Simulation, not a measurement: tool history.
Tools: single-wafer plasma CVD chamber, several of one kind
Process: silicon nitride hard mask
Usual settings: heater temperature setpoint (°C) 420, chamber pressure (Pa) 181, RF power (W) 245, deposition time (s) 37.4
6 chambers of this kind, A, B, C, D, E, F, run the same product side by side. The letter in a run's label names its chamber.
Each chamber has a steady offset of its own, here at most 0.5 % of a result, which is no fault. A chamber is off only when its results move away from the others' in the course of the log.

run,hour,heater temperature setpoint (°C),chamber pressure (Pa),RF power (W),deposition time (s),"read-back reference wafer on the same gauge, thickness_nm",mean film thickness on the monitor wafer (angstrom)
1F,7.5,420,181,245,37.4,35.918,352.10
2B,14.3,420,181,245,37.4,35.891,356.25
3D,23.1,420,181,245,37.4,35.885,356.75
4A,31.8,420,181,245,37.4,35.898,349.66
5C,39.1,420,181,245,37.4,35.903,354.81
6E,45.7,420,181,245,37.4,35.894,355.98
7B,50.3,420,181,245,37.4,35.894,355.85
8C,58.8,420,181,245,37.4,35.873,352.68
9F,66.1,420,181,245,37.4,35.903,352.47
10E,71.2,420,224,290,37.4,35.882,427.24
11D,79.1,420,224,290,37.4,35.912,425.23
12A,86.6,420,224,290,37.4,35.903,423.68
13F,95.0,420,224,290,37.4,35.927,425.45
14B,100.6,420,224,290,37.4,35.920,423.81
15A,105.2,420,224,290,37.4,35.889,418.63
16D,112.1,420,181,245,37.4,35.847,353.48
17E,120.8,420,181,245,37.4,35.860,355.18
18C,128.1,420,181,245,37.4,35.896,352.95
19D,134.7,420,181,245,33.6,35.914,318.86
# hour 138.8: chamber D: capacitance manometer re-zeroed and calibrated
20E,139.5,420,181,245,33.6,35.891,321.91
21B,148.5,420,181,245,33.6,35.859,319.41
22A,157.2,420,181,245,33.6,35.878,317.50
23F,162.5,420,181,245,33.6,35.881,317.80
24C,169.7,420,181,245,33.6,35.902,318.06
25F,176.8,420,181,290,37.4,35.889,399.66
26A,186.0,420,181,290,37.4,35.902,395.70
27D,194.0,420,181,290,37.4,35.884,406.32
28B,202.4,420,181,290,37.4,35.886,402.43
29C,209.8,420,181,290,37.4,35.889,397.07
30E,215.9,420,181,290,37.4,35.910,400.51
31D,224.3,420,181,245,37.4,35.872,363.74
32F,228.5,420,181,245,37.4,35.874,353.13
33E,233.4,420,181,245,37.4,35.909,355.59
34A,240.4,420,151,245,43.4,35.877,386.60
35C,245.1,420,151,245,43.4,35.916,387.34
36B,253.2,420,151,245,43.4,35.905,390.12
37E,257.5,420,151,245,43.4,35.848,387.78
38D,262.1,420,151,245,43.4,35.936,396.34

Is one chamber off against the others, does the gauge drift, or is nothing wrong? If a chamber is off, say which, and what the likeliest cause is.

A service left chamber D off against the others.
Cause: true pressure above the setpoint (%) = 7.25.

Here are 4 candidates for chamber D's next run, each the usual settings with a change, their results left as question marks. Which one brings its results back in line with what the others give on the usual settings?
In line means no further than this from the other chambers' mean on the usual settings: mean film thickness on the monitor wafer (angstrom) 5.00
39D-1,268.8,420,179,240,36.2,,?
39D-2,268.8,420,181,235,37.4,,?
39D-3,268.8,420,183,245,38.2,,?
39D-4,268.8,420,212,245,37.4,,?

The other chambers' mean on the usual settings: mean film thickness on the monitor wafer (angstrom) 354.01
run,mean film thickness on the monitor wafer (angstrom)
39D-1,344.46
39D-2,352.19
39D-3,371.28
39D-4,379.78
39D-2 brings the chamber back in line.

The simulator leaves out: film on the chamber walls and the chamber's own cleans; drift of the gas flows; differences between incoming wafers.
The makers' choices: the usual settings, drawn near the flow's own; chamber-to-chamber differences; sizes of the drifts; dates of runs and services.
